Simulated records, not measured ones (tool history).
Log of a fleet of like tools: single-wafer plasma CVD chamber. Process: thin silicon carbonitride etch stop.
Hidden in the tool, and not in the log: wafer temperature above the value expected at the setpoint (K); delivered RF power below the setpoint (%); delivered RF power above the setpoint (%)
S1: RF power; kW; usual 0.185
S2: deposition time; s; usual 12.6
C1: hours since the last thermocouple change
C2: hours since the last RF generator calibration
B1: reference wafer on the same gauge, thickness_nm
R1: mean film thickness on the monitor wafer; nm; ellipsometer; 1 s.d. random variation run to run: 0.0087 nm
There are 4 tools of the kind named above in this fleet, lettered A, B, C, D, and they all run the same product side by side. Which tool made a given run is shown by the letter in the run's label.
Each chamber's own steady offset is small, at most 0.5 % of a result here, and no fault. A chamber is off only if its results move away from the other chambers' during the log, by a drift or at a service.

run 1A hour=7.6 | S1=0.185 S2=12.6 | C1=589.6 C2=1490.3 | B1=6.2218 | R1=6.9915
run 2D hour=13.9 | S1=0.185 S2=12.6 | C1=105.6 C2=1355.6 | B1=6.2213 | R1=7.0495
run 3B hour=25.4 | S1=0.185 S2=12.6 | C1=606.6 C2=1163.4 | B1=6.2211 | R1=6.9943
run 4C hour=33.5 | S1=0.185 S2=12.6 | C1=2085.3 C2=758.2 | B1=6.2244 | R1=7.0019
run 5C hour=41.5 | S1=0.185 S2=12.6 | C1=2093.3 C2=766.2 | B1=6.2237 | R1=6.9823
run 6A hour=48.7 | S1=0.2 S2=12.6 | C1=630.7 C2=1531.4 | B1=6.222 | R1=7.1613
run 7D hour=55.7 | S1=0.2 S2=12.6 | C1=147.4 C2=1397.4 | B1=6.2232 | R1=7.218
run 8B hour=64.8 | S1=0.2 S2=12.6 | C1=646 C2=1202.8 | B1=6.2242 | R1=7.1621
run 9D hour=73 | S1=0.2 S2=12.6 | C1=164.7 C2=1414.7 | B1=6.2268 | R1=7.1991
run 10B hour=84.4 | S1=0.185 S2=12.6 | C1=665.6 C2=1222.4 | B1=6.2256 | R1=7.0143
run 11C hour=96.3 | S1=0.185 S2=12.6 | C1=2148.1 C2=821 | B1=6.228 | R1=6.9939
-- hour=105.7 chamber A: RF generator calibrated
run 12A hour=105.8 | S1=0.185 S2=12.6 | C1=687.8 C2=0.2 | B1=6.2287 | R1=7.0024
run 13A hour=114.7 | S1=0.185 S2=12.6 | C1=696.7 C2=9.1 | B1=6.2281 | R1=7.0162
run 14C hour=120.6 | S1=0.185 S2=12.6 | C1=2172.4 C2=845.3 | B1=6.2286 | R1=6.9773
run 15B hour=131.9 | S1=0.185 S2=12.6 | C1=713.1 C2=1269.9 | B1=6.2304 | R1=7.0077
run 16D hour=139.3 | S1=0.185 S2=12.6 | C1=231 C2=1481 | B1=6.233 | R1=7.045
run 17C hour=150.7 | S1=0.185 S2=12.6 | C1=2202.5 C2=875.4 | B1=6.2334 | R1=6.9902
run 18D hour=159.9 | S1=0.185 S2=12.6 | C1=251.6 C2=1501.6 | B1=6.2326 | R1=7.0521
run 19A hour=171.7 | S1=0.185 S2=12.6 | C1=753.7 C2=66.1 | B1=6.2338 | R1=7.0132
run 20B hour=184.7 | S1=0.185 S2=12.6 | C1=765.9 C2=1322.7 | B1=6.2352 | R1=7.0219
run 21A hour=193.5 | S1=0.185 S2=12.6 | C1=775.5 C2=87.9 | B1=6.2362 | R1=7.0177
run 22D hour=201.6 | S1=0.185 S2=12.6 | C1=293.3 C2=1543.3 | B1=6.2359 | R1=7.0548
run 23C hour=207.2 | S1=0.185 S2=12.6 | C1=2259 C2=931.9 | B1=6.2383 | R1=6.9902
-- hour=212.9 chamber C: RF generator calibrated
run 24B hour=215.5 | S1=0.185 S2=12.6 | C1=796.7 C2=1353.5 | B1=6.2402 | R1=7.0379
run 25C hour=227 | S1=0.185 S2=12.6 | C1=2278.8 C2=14.2 | B1=6.2387 | R1=7.0161
run 26D hour=233.3 | S1=0.185 S2=12.6 | C1=325 C2=1575 | B1=6.2397 | R1=7.0713
run 27B hour=241.8 | S1=0.22 S2=14.5 | C1=823 C2=1379.8 | B1=6.2405 | R1=8.506
run 28A hour=251.4 | S1=0.22 S2=14.5 | C1=833.4 C2=145.8 | B1=6.2397 | R1=8.5161
run 29D hour=263.2 | S1=0.22 S2=14.5 | C1=354.9 C2=1604.9 | B1=6.2416 | R1=8.554
run 30C hour=270 | S1=0.22 S2=14.5 | C1=2321.8 C2=57.2 | B1=6.2435 | R1=8.5049
run 31B hour=281.8 | S1=0.185 S2=12.6 | C1=863 C2=1419.8 | B1=6.2438 | R1=7.0228
run 32A hour=292.6 | S1=0.185 S2=14.8 | C1=874.6 C2=187 | B1=6.2445 | R1=8.2601
run 33A hour=300.3 | S1=0.185 S2=14.8 | C1=882.3 C2=194.7 | B1=6.2439 | R1=8.2369
run 34B hour=309.4 | S1=0.185 S2=14.8 | C1=890.6 C2=1447.4 | B1=6.2454 | R1=8.2528
run 35C hour=322.1 | S1=0.185 S2=14.8 | C1=2373.9 C2=109.3 | B1=6.2461 | R1=8.2301
run 36D hour=332.6 | S1=0.185 S2=12.6 | C1=424.3 C2=1674.3 | B1=6.2476 | R1=7.0682
run 37B hour=343 | S1=0.185 S2=12.6 | C1=924.2 C2=1481 | B1=6.2483 | R1=7.0405
run 38C hour=354.4 | S1=0.185 S2=12.6 | C1=2406.2 C2=141.6 | B1=6.2491 | R1=7.0119
run 39D hour=360.7 | S1=0.22 S2=13.9 | C1=452.4 C2=1702.4 | B1=6.2495 | R1=8.225
run 40A hour=371.9 | S1=0.22 S2=13.9 | C1=953.9 C2=266.3 | B1=6.2498 | R1=8.1796

One chamber off, gauge drift, or nothing amiss beyond the chambers' own small offsets? If it is a chamber, which one, and what is the likeliest cause?

It is the gauge, not a chamber: its drift shows up in every chamber's results at once, and no chamber is off.
Cause: gauge reads high (%) = 0.506.
